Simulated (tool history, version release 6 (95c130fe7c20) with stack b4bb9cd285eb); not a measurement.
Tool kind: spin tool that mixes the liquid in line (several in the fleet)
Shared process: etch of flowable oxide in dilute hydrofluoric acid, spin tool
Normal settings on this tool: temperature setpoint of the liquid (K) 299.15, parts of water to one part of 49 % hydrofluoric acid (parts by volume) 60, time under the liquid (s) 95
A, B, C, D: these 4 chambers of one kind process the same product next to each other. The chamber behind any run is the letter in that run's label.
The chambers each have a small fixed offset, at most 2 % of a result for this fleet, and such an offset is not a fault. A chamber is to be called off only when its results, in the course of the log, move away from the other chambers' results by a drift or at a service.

run,hour,temperature setpoint of the liquid (K),parts of water to one part of 49 % hydrofluoric acid (parts by volume),time under the liquid (s),"read-back film thickness of the flowable oxide reference wafer, read on the same gauge (nm)",thickness taken off the flowable oxide on a monitor wafer (angstrom)
1B,7.0,299.15,60,95,79.986,577.64
2D,19.7,299.15,60,95,79.966,555.43
3A,29.4,299.15,60,95,79.987,553.93
4C,44.4,299.15,60,95,79.968,566.79
5B,59.5,299.15,60,95,80.031,566.47
6C,66.7,299.15,60,95,79.923,569.89
7A,78.5,299.15,60,95,80.018,549.69
8D,87.1,299.15,60,95,80.018,550.28
# hour 89.1: chamber A: thermometer replaced
9D,93.9,299.15,60,95,80.028,553.39
10B,102.9,299.15,60,95,80.041,567.01
11A,117.0,299.15,60,95,80.012,551.97
12C,127.1,295.65,60,95,80.074,489.71
13A,135.1,295.65,60,95,79.991,476.92
14C,145.5,295.65,60,95,79.966,491.73
15B,153.2,295.65,60,95,79.945,489.83
16D,160.6,299.15,60,95,80.018,575.64
17B,169.4,299.15,60,95,80.006,565.72
18C,184.8,297.15,50,95,79.969,635.90
19A,191.7,297.15,50,95,80.027,620.58
20D,205.7,297.15,50,95,80.037,671.07
21C,215.0,297.15,50,95,80.019,641.11
22A,229.5,299.15,60,95,80.024,556.25
23B,238.5,299.15,60,95,80.024,565.71
24D,248.0,299.15,60,95,79.978,604.72
25A,260.2,299.15,60,95,79.973,544.59
26B,268.1,299.15,60,95,79.993,575.57

Has any chamber moved away from the others, gradually or after a service, or does the common gauge drift, or do the chambers differ only by their own small steady offsets? State the chamber and the most likely cause if one applies.

One chamber, D, drifts off from the rest bit by bit.
What lies behind it: hydrofluoric acid flow above the setpoint (%) = 10.4.
The log may not separate it from: liquid hotter than its thermometer reads (K).

Below are 4 candidate recipes for chamber D's next run, each the usual settings with a change, their results shown as question marks. Which of them brings D's results back in line with what the other chambers give on the usual settings?
Maximum distance from the other chambers' mean on the usual settings for a result to count as in line: thickness taken off the flowable oxide on a monitor wafer (angstrom) 15.00
27D-1,279.1,296.65,60,95,,?
27D-2,279.1,299.15,55,95,,?
27D-3,279.1,295.15,60,95,,?
27D-4,279.1,299.65,60,110,,?

Usual-settings mean across the other chambers: thickness taken off the flowable oxide on a monitor wafer (angstrom) 563.43
run,thickness taken off the flowable oxide on a monitor wafer (angstrom)
27D-1,557.42
27D-2,677.48
27D-3,524.31
27D-4,727.67
27D-1 is the one that brings the chamber's results back in line with the other chambers.
